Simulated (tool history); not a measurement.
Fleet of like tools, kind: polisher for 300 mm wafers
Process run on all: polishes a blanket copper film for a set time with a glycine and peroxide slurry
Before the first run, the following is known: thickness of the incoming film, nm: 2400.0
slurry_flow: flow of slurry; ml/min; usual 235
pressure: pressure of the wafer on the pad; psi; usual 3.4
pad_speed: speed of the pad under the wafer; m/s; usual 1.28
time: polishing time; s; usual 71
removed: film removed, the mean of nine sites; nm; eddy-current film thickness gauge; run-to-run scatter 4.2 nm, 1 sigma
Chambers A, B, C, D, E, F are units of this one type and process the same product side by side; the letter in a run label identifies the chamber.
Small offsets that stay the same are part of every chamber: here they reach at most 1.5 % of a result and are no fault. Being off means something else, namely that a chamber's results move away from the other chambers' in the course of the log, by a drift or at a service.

run   hour  slurry_flow  pressure  pad_speed  time  removed
       9.3  -- chamber A: worn pad replaced by a new one
 1A   10.2          235       3.4       1.28    71    469.1
 2C   16.9          235       3.4       1.28    71   467.67
      21.2  -- chamber F: worn pad replaced by a new one
        23  -- chamber D: worn pad replaced by a new one
 3D   26.5          235       3.4       1.28    71   471.12
      27.5  -- chamber A: slurry nozzle cleaned
 4B   39.3          235       3.4       1.28    71   466.63
 5E   51.3          235       3.4       1.28    71   461.75
 6F   60.4          185       3.4       1.28    71   456.42
      64.7  -- chamber E: worn pad replaced by a new one
 7A   67.6          185       3.4       1.28    71   451.67
      73.5  -- chamber A: head pressure recalibrated
 8C   80.3          185       3.4       1.28    71   454.13
      81.7  -- chamber C: worn pad replaced by a new one
      81.8  -- chamber B: worn pad replaced by a new one
      86.6  -- chamber A: worn pad replaced by a new one
 9F   87.2          185       3.4       1.28    71    451.5
10B  100.1          185       3.4       1.28    71   463.07
     102.1  -- chamber D: worn pad replaced by a new one
     102.2  -- chamber F: head pressure recalibrated
11D  107.8          185       3.4       1.28    71   458.28
     114.7  -- chamber F: worn pad replaced by a new one
12E  120.1          235       3.4       1.52    54   413.56
13E  134.3          235       3.4       1.52    54   408.51
14C  141.8          235       3.4       1.52    54   413.89
     143.9  -- chamber F: slurry nozzle cleaned
15A  150.1          235       3.4       1.52    54   413.98
     150.8  -- chamber E: worn pad replaced by a new one
16B  160.1          235       3.4       1.52    54   412.68
     166.2  -- chamber C: worn pad replaced by a new one
17F  171.9          235       3.4       1.52    54    413.9
     180.8  -- chamber A: worn pad replaced by a new one
     184.2  -- chamber B: worn pad replaced by a new one
18D  184.3          235       2.9       1.64    71      507
     184.5  -- chamber D: worn pad replaced by a new one
     191.4  -- chamber F: worn pad replaced by a new one
     197.9  -- chamber C: head pressure recalibrated
19D  197.9          235       2.9       1.64    71   507.79
20F  204.9          235       2.9       1.64    71    505.5
21A  213.8          235       2.9       1.64    71   504.93
22B  223.6          235       2.9       1.64    71   505.16
23C  235.5          235       2.9       1.64    71   547.65
     248.1  -- chamber E: worn pad replaced by a new one
24E  249.6          235       3.4       1.28    71   468.05
     257.4  -- chamber C: worn pad replaced by a new one
25F  262.3          195       3.4       1.28    71   447.63
     264.6  -- chamber B: worn pad replaced by a new one
26E  268.6          195       3.4       1.28    71   455.72
     271.6  -- chamber A: worn pad replaced by a new one
     273.2  -- chamber F: worn pad replaced by a new one
     273.4  -- chamber D: worn pad replaced by a new one
27D  282.9          195       3.4       1.28    71   465.37
28A  292.8          195       3.4       1.28    71   451.32
29B  307.1          195       3.4       1.28    71   451.75
30C  317.5          195       3.4       1.28    71    488.3
31E  326.3          235       3.4       1.28    71   475.71
32F  337.1          235       3.4       1.28    71   463.71
     340.7  -- chamber C: worn pad replaced by a new one
33C  346.1          235       3.4       1.28    53   384.03
     347.8  -- chamber D: slurry nozzle cleaned
     351.6  -- chamber B: slurry nozzle cleaned
     355.2  -- chamber F: worn pad replaced by a new one
       358  -- chamber B: worn pad replaced by a new one
34A  358.7          235       3.4       1.28    53   348.59
35B  366.6          235       3.4       1.28    53   345.62
     369.6  -- chamber D: worn pad replaced by a new one
36D  380.9          235       3.4       1.28    53   352.22
37D  394.1          235       3.4       1.28    53      354
38F  400.4          235       3.4       1.28    53   348.85
39B    408          235       3.4       1.28    71   461.97
40C  422.5          235       3.4       1.28    71   502.04

Next, every chamber runs the same settings. What will each give?
41A   433          235       3.4       1.28    71        ?
41B   433          235       3.4       1.28    71        ?
41C   433          235       3.4       1.28    71        ?
41D   433          235       3.4       1.28    71        ?
41E   433          235       3.4       1.28    71        ?
41F   433          235       3.4       1.28    71        ?

run  removed
41A   462.06
41B   471.15
41C   510.06
41D   462.33
41E   465.35
41F   467.43
